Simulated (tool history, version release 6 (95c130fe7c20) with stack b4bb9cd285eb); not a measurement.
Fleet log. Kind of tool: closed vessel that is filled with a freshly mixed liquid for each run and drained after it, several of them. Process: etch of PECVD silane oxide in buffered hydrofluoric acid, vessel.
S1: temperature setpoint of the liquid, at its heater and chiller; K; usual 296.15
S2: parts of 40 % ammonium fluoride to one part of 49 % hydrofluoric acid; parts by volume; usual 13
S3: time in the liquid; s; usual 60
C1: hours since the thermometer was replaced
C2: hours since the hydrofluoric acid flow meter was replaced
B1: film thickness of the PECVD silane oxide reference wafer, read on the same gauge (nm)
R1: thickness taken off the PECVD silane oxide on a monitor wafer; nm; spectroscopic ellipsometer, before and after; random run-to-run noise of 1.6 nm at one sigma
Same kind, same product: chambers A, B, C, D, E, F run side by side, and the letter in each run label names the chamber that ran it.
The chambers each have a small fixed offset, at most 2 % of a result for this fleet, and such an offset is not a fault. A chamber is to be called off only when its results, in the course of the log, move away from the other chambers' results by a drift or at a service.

run   hour      S1  S2  S3      C1      C2      B1      R1
 1B   14.2  296.15  13  60     333  1265.8  150.04  171.24
        19  -- chamber E: hydrofluoric acid flow meter replaced
 2F   26.2  296.15  13  60   391.8  1597.2  149.97  171.46
      28.5  -- chamber A: thermometer replaced
 3C   34.9  296.15  13  60    1500     917  150.03  174.72
 4A   41.8  296.15  13  60    13.3   392.3  149.94  170.03
 5D     48  296.15  13  60  1218.9   390.7  150.07  169.99
 6E   54.9  296.15  13  60  1154.5      36  149.94  174.18
 7C   62.7  296.15  13  60  1527.8   944.8  150.04  172.16
 8B   70.7  296.15  13  60   389.5  1322.3  150.05  169.09
 9D   80.9  296.15  13  60  1251.8   423.6  149.98  172.78
10F   90.3  296.15  13  60   455.9  1661.3  149.98  171.74
11A   97.5  296.15  13  60      69     448  150.03  174.94
12E  106.6  296.15  13  60  1206.2    87.7  149.94  171.33
13D  117.1  296.15  13  60    1288   459.8  149.97  168.85
14E  129.2  296.15  13  60  1228.8   110.3  149.97  173.66
15C  141.7  296.15  13  60  1606.8  1023.8  150.04  177.82
16F  154.9  296.15  13  60   520.5  1725.9  149.96  171.85
17A  164.3  296.15  13  60   135.8   514.8  149.99  173.82
18B  178.4  296.15  13  60   497.2    1430  150.04  167.99
19B  189.1  296.15  13  60   507.9  1440.7  149.99   170.4
20F  200.2  296.15  13  60   565.8  1771.2  149.99  168.63
21E    208  296.15  13  60  1307.6   189.1  150.05  170.88
22D  221.3  296.15  13  60  1392.2     564     150  174.41
23C  234.8  296.15  13  60  1699.9  1116.9     150  172.57
24A  243.8  296.15  13  60   215.3   594.3  150.03   171.3
25C  253.4  292.15  11  60  1718.5  1135.5  150.01  166.59
26D  262.4  292.15  11  60  1433.3   605.1  150.01   163.8
27A  269.5  292.15  11  60     241     620  149.96  162.89
28E  278.6  292.15  11  60  1378.2   259.7  149.97  161.31
29F  288.9  292.15  11  60   654.5  1859.9  149.98  159.78
30B  297.3  292.15  11  60   616.1  1548.9  149.98  162.25
31F  310.1  296.15  13  60   675.7  1881.1  149.96  172.33
32B  317.8  296.15  13  60   636.6  1569.4  149.99  172.37
33E  329.7  296.15  13  60  1429.3   310.8  149.99  172.38
34A  343.4  296.15  13  60   314.9   693.9     150  172.58
35C  353.4  296.15  13  60  1818.5  1235.5  149.97  170.35
36D  367.3  296.15  13  60  1538.2     710     150     185
37F  381.3  296.15  18  40   746.9  1952.3  150.04  81.973
38D  390.1  296.15  18  40    1561   732.8  149.98  89.337
39C    404  296.15  18  40  1869.1  1286.1     150   84.38
40B  415.4  296.15  18  40   734.2    1667  150.02  82.304
41E  426.3  296.15  18  40  1525.9   407.4  149.99  83.664
42A  440.7  296.15  18  40   412.2   791.2  149.97   84.48
43E  454.5  296.15  13  60  1554.1   435.6  149.98  171.46
44D  464.1  296.15  13  60    1635   806.8  150.01  186.99

Does one chamber stand apart from the rest, does the shared gauge drift, or is all well apart from small per-chamber offsets? Give the chamber and the most likely cause, where there is one.

Little by little, chamber D moves away from the other chambers.
What lies behind it: hydrofluoric acid flow above the setpoint (%) = 10.4.
Not necessarily distinguishable in this log from: liquid hotter than its thermometer reads (K).

Chamber D could run next with any of the 4 candidate recipes listed below; each alters the usual settings, and their results appear as question marks. Which one brings its results back in line with what the other chambers deliver on the usual settings?
Counts as in line when no further than this from what the other chambers average on the usual settings: R1 5.8 nm
45D-1  474.5  296.15    13  55               ?
45D-2  474.5  296.15    13  70               ?
45D-3  474.5  295.65  13.5  55               ?
45D-4  474.5  296.15    12  60               ?

The mean the other chambers reach with the usual settings: R1 171.95 nm
  run      R1
45D-1  171.79
45D-2  218.65
45D-3  161.24
45D-4  202.44
45D-1 brings the chamber back in line.

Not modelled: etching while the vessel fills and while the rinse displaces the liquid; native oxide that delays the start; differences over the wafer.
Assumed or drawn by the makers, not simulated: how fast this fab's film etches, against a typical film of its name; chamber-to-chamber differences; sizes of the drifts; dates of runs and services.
